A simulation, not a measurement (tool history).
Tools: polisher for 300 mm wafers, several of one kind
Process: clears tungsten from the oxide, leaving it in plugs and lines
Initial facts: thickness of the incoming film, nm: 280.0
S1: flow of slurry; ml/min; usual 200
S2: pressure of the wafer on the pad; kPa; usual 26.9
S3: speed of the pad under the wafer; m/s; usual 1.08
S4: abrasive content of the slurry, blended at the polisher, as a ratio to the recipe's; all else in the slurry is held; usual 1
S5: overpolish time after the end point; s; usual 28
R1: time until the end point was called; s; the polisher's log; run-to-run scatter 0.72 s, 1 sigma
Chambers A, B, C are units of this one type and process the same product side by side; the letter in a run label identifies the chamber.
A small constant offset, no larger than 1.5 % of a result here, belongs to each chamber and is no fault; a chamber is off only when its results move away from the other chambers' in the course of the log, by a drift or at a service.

run,hour,S1,S2,S3,S4,S5,R1
# hour 1.4: chamber C: slurry nozzle cleaned
# hour 4.6: chamber A: slurry nozzle cleaned
# hour 7.8: chamber B: slurry blender recalibrated
# hour 11.9: chamber A: slurry tank refilled with fresh slurry and peroxide
1A,13,200,26.9,1.08,1,28,44.588
# hour 13.7: chamber B: slurry tank refilled with fresh slurry and peroxide
2B,24.2,200,26.9,1.08,1,28,46.732
3C,30.2,200,26.9,1.08,1,28,44.254
# hour 31.2: chamber C: slurry blender recalibrated
# hour 35.9: chamber C: slurry tank refilled with fresh slurry and peroxide
# hour 40.3: chamber A: slurry blender recalibrated
4B,41.7,200,26.9,1.08,1,28,45.401
5C,52.4,200,26.9,1.08,1,28,44.622
# hour 56.8: chamber A: slurry tank refilled with fresh slurry and peroxide
6A,58.1,200,17.9,1.08,1.3,28,65.016
# hour 67.6: chamber A: worn pad replaced by a new one
7B,69.3,200,17.9,1.08,1.3,28,65.457
# hour 74.1: chamber C: slurry tank refilled with fresh slurry and peroxide
# hour 77: chamber B: worn pad replaced by a new one
8A,79.8,200,17.9,1.08,1.3,28,64.33
9C,89.6,200,26.9,1.08,1,28,45.93
10C,100.5,200,26.9,1.08,1,28,45.708
# hour 101.9: chamber A: slurry tank refilled with fresh slurry and peroxide
# hour 111.8: chamber B: slurry blender recalibrated
# hour 113.4: chamber B: slurry tank refilled with fresh slurry and peroxide
11B,113.4,200,26.9,1.08,1,41,46.552
# hour 119.8: chamber C: slurry tank refilled with fresh slurry and peroxide
12A,121.1,200,26.9,1.08,1,41,45.853
13A,130.1,200,26.9,1.08,1,41,45.656
14C,137.8,200,26.9,1.08,1,28,47.397
15B,149.2,200,26.9,1.08,1,28,47.779
# hour 151.3: chamber A: slurry tank refilled with fresh slurry and peroxide
16C,155.6,200,26.9,1.08,1,28,47.831
17B,162,200,26.9,1.08,1,28,46.34
# hour 165.6: chamber C: slurry tank refilled with fresh slurry and peroxide
18A,168.8,200,26.9,1.08,1,28,46.06
19B,181.2,200,26.9,1.08,1,28,47.51
20C,191.7,200,32.4,1.08,0.75,28,43.147
# hour 199.1: chamber A: slurry tank refilled with fresh slurry and peroxide
21A,199.3,200,32.4,1.08,0.75,28,40.308
22A,210.3,200,32.4,1.08,0.75,28,40.108

All 3 chambers run these settings next. Forecast each chamber's results:
23A,219.6,200,26.9,1.08,1,28,?
23B,219.6,200,26.9,1.08,1,28,?
23C,219.6,200,26.9,1.08,1,28,?

run,R1
23A,44.979
23B,45.795
23C,50.634
